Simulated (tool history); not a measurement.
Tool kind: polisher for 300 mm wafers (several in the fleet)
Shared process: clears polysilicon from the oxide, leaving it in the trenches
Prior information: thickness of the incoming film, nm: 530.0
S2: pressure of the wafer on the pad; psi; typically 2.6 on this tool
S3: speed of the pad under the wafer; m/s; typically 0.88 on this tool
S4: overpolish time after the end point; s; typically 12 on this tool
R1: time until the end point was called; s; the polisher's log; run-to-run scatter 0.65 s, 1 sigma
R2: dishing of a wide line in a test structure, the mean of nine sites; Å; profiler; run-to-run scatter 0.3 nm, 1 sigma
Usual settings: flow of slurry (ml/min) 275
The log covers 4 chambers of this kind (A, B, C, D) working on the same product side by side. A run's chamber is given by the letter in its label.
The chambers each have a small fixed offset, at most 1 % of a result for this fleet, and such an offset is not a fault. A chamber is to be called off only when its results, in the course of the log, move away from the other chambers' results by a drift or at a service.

Run 1D, day 0.175: usual settings. Result: R1 43.668 s, R2 231.26 Å.
Run 2A, day 0.321: usual settings. Result: R1 43.450 s, R2 227.55 Å.
Run 3C, day 0.421: usual settings. Result: R1 43.917 s, R2 228.90 Å.
Run 4B, day 0.558: usual settings. Result: R1 43.212 s, R2 226.66 Å.
Run 5A, day 0.679: usual settings. Result: R1 43.705 s, R2 239.28 Å.
At day 0.867: chamber A: worn pad replaced by a new one.
Run 6C, day 0.875: usual settings. Result: R1 42.970 s, R2 236.62 Å.
Run 7D, day 0.979: usual settings. Result: R1 42.976 s, R2 230.14 Å.
Run 8B, day 1.092: usual settings. Result: R1 42.514 s, R2 228.69 Å.
Run 9C, day 1.296: usual settings. Result: R1 43.410 s, R2 233.67 Å.
At day 1.475: chamber C: worn pad replaced by a new one.
Run 10A, day 1.508: usual settings. Result: R1 43.693 s, R2 231.26 Å.
Run 11D, day 1.617: usual settings but S2 1.8 psi. Result: R1 62.829 s, R2 236.79 Å.
Run 12B, day 1.812: usual settings but S2 1.8 psi. Result: R1 60.541 s, R2 225.96 Å.
Run 13D, day 2.025: usual settings but S2 1.8 psi. Result: R1 60.914 s, R2 230.86 Å.
At day 2.183: chamber D: head pressure recalibrated.
Run 14B, day 2.196: usual settings but S2 1.8 psi. Result: R1 60.478 s, R2 227.02 Å.
Run 15A, day 2.404: usual settings. Result: R1 43.811 s, R2 231.77 Å.
Run 16C, day 2.533: usual settings but S3 0.76 m/s, S4 7 s. Result: R1 51.180 s, R2 221.20 Å.
Run 17B, day 2.738: usual settings but S3 0.76 m/s, S4 7 s. Result: R1 48.355 s, R2 217.58 Å.
Run 18C, day 2.854: usual settings but S3 0.76 m/s, S4 7 s. Result: R1 48.429 s, R2 217.36 Å.
Run 19A, day 3.008: usual settings but S3 0.76 m/s, S4 7 s. Result: R1 50.993 s, R2 225.31 Å.
Run 20D, day 3.229: usual settings. Result: R1 39.783 s, R2 233.91 Å.
At day 3.279: chamber B: worn pad replaced by a new one.
Run 21D, day 3.446: usual settings. Result: R1 40.031 s, R2 232.54 Å.
At day 3.533: chamber A: worn pad replaced by a new one.
Run 22B, day 3.671: usual settings. Result: R1 42.659 s, R2 227.60 Å.
Run 23C, day 3.775: usual settings. Result: R1 43.227 s, R2 232.76 Å.
Run 24A, day 3.904: usual settings. Result: R1 44.091 s, R2 236.61 Å.
Run 25C, day 4.017: usual settings. Result: R1 42.352 s, R2 231.41 Å.
Run 26A, day 4.167: usual settings. Result: R1 43.255 s, R2 232.53 Å.
Run 27B, day 4.388: usual settings. Result: R1 43.817 s, R2 227.23 Å.
Run 28D, day 4.521: usual settings. Result: R1 39.365 s, R2 231.76 Å.
Run 29C, day 4.708: usual settings. Result: R1 43.761 s, R2 236.26 Å.
Run 30D, day 4.867: usual settings. Result: R1 39.316 s, R2 229.69 Å.
Run 31A, day 4.979: usual settings. Result: R1 42.412 s, R2 232.36 Å.
Run 32B, day 5.188: usual settings but flow of slurry (ml/min) 350. Result: R1 41.671 s, R2 227.91 Å.
At day 5.325: chamber D: worn pad replaced by a new one.
Run 33D, day 5.338: usual settings but flow of slurry (ml/min) 350. Result: R1 38.186 s, R2 230.36 Å.
Run 34A, day 5.550: usual settings but flow of slurry (ml/min) 350. Result: R1 41.049 s, R2 234.90 Å.
Run 35C, day 5.679: usual settings but flow of slurry (ml/min) 350. Result: R1 42.167 s, R2 230.82 Å.
Run 36B, day 5.842: usual settings. Result: R1 42.546 s, R2 228.00 Å.
Run 37A, day 6.054: usual settings. Result: R1 43.521 s, R2 232.51 Å.
Run 38B, day 6.179: usual settings. Result: R1 42.574 s, R2 230.60 Å.
Run 39D, day 6.317: usual settings. Result: R1 39.391 s, R2 234.73 Å.
At day 6.325: chamber B: worn pad replaced by a new one.
At day 6.358: chamber C: slurry nozzle cleaned.
Run 40C, day 6.421: usual settings. Result: R1 43.277 s, R2 231.02 Å.
Run 41B, day 6.583: usual settings. Result: R1 42.737 s, R2 229.70 Å.
Run 42C, day 6.700: usual settings. Result: R1 43.596 s, R2 229.90 Å.

Each of the 4 chambers runs these same settings next. Fill in every chamber's results:
Run 43A, day 6.862: usual settings. Result: R1 ?, R2 ?.
Run 43B, day 6.862: usual settings. Result: R1 ?, R2 ?.
Run 43C, day 6.862: usual settings. Result: R1 ?, R2 ?.
Run 43D, day 6.862: usual settings. Result: R1 ?, R2 ?.

run      R1      R2
43A  43.671  232.35
43B  43.605  226.57
43C  42.457  232.67
43D  39.155  230.99
